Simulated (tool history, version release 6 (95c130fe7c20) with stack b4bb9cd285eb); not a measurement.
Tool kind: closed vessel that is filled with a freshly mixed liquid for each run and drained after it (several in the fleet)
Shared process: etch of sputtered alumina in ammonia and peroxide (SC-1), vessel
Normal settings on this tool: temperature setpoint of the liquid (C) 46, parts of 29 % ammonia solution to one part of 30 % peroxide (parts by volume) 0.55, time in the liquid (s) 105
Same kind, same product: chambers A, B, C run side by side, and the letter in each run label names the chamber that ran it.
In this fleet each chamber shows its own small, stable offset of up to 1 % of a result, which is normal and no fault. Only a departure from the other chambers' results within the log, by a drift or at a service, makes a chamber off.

run   hour  temperature setpoint of the liquid (C)  parts of 29 % ammonia solution to one part of 30 % peroxide (parts by volume)  time in the liquid (s)  read-back film thickness of the sputtered alumina reference wafer, read on the same gauge (nm)  thickness taken off the sputtered alumina on a monitor wafer (nm)
 1B   15.3                                      46                                                                           0.55                     105                                                                                          30.004                                                             5.6140
 2C   31.3                                      46                                                                           0.55                     105                                                                                          29.967                                                             5.5993
 3A   43.1                                      46                                                                           0.55                     105                                                                                          30.028                                                             5.5680
      47.3  -- chamber A: new drum of ammonia solution connected
 4B   56.0                                      46                                                                           0.55                     105                                                                                          29.962                                                             5.6193
 5C   65.4                                      46                                                                           0.55                     105                                                                                          30.013                                                             5.6348
 6A   80.2                                      46                                                                           0.55                     105                                                                                          29.980                                                             5.5144
 7B   90.8                                      46                                                                           0.55                     105                                                                                          29.991                                                             5.5624
 8A  103.2                                      46                                                                           0.55                     105                                                                                          30.016                                                             5.5398
     110.7  -- chamber B: ammonia flow meter replaced
 9C  119.1                                      46                                                                           0.55                     105                                                                                          30.000                                                             5.6088
10C  131.1                                      46                                                                           0.55                     105                                                                                          29.957                                                             5.6390
11A  140.5                                      46                                                                           0.55                     105                                                                                          29.983                                                             5.5265
12B  151.6                                      46                                                                           0.55                     105                                                                                          30.009                                                             5.5872
13C  165.9                                      46                                                                           0.55                     105                                                                                          30.006                                                             5.6230
14A  182.0                                      46                                                                           0.55                     105                                                                                          30.032                                                             5.5626
15B  192.7                                      46                                                                           0.55                     105                                                                                          29.979                                                             5.6312
16C  204.2                                      46                                                                           0.55                     105                                                                                          29.995                                                             5.6111
17B  213.8                                      46                                                                           0.55                     105                                                                                          29.969                                                             5.5864
18A  230.0                                      46                                                                           0.55                     105                                                                                          29.995                                                             5.5755
19B  241.3                                      46                                                                           0.55                     105                                                                                          30.004                                                             5.5990
20C  248.8                                      46                                                                           0.55                     105                                                                                          29.979                                                             5.5448
21A  262.3                                      46                                                                           0.55                     105                                                                                          30.012                                                             5.5332
22C  278.0                                      46                                                                           0.35                      80                                                                                          30.000                                                             4.0250
     279.9  -- chamber C: new drum of ammonia solution connected
     282.0  -- chamber A: thermometer replaced
23B  288.3                                      46                                                                           0.35                      80                                                                                          29.979                                                             4.0871
24A  297.1                                      46                                                                           0.35                      80                                                                                          29.993                                                             4.0518
     306.4  -- chamber A: new drum of ammonia solution connected
25C  309.6                                      46                                                                           0.55                     105                                                                                          30.005                                                             5.5048
26A  316.8                                      46                                                                           0.55                     105                                                                                          30.016                                                             5.5871
27B  331.8                                      46                                                                           0.55                     105                                                                                          30.023                                                             5.6269
28B  341.3                                      46                                                                           0.55                     105                                                                                          29.990                                                             5.5790
29A  357.2                                      46                                                                           0.55                     105                                                                                          30.013                                                             5.5710
     360.9  -- chamber B: new drum of ammonia solution connected
30C  364.5                                      46                                                                           0.55                     105                                                                                          30.010                                                             5.4729
31B  379.5                                      46                                                                           0.55                     105                                                                                          29.981                                                             5.6626
     385.1  -- chamber C: ammonia flow meter replaced
32C  386.9                                      46                                                                           0.55                     105                                                                                          30.015                                                             5.4316
33A  397.9                                      46                                                                           0.55                     105                                                                                          30.007                                                             5.5496
34A  407.5                                      46                                                                           0.55                     105                                                                                          29.994                                                             5.5525
     414.3  -- chamber A: ammonia flow meter replaced
35C  416.8                                      46                                                                           0.55                     105                                                                                          30.020                                                             5.4143
36B  425.5                                      46                                                                           0.55                     105                                                                                          30.055                                                             5.6044
37A  441.4                                      46                                                                           0.55                     105                                                                                          30.010                                                             5.5874
38B  455.5                                      46                                                                           0.55                     105                                                                                          30.007                                                             5.5978
39C  468.7                                      46                                                                           0.55                     105                                                                                          29.979                                                             5.3508
40B  477.9                                      46                                                                           0.55                     105                                                                                          30.002                                                             5.6087
41A  489.2                                      46                                                                           0.55                     105                                                                                          30.022                                                             5.5535
42C  498.0                                      46                                                                           0.55                     105                                                                                          30.021                                                             5.3586
43A  506.4                                      46                                                                           0.55                     105                                                                                          29.989                                                             5.5785
44C  517.3                                      46                                                                           0.55                     105                                                                                          29.983                                                             5.3051

For the next run the whole fleet of 3 chambers uses the same settings. Give each chamber's results:
45A  528.9                                      46                                                                           0.35                     105                                                                                                                                                                  ?
45B  528.9                                      46                                                                           0.35                     105                                                                                                                                                                  ?
45C  528.9                                      46                                                                           0.35                     105                                                                                                                                                                  ?

run  thickness taken off the sputtered alumina on a monitor wafer (nm)
45A                                                             5.3539
45B                                                             5.3745
45C                                                             5.1150
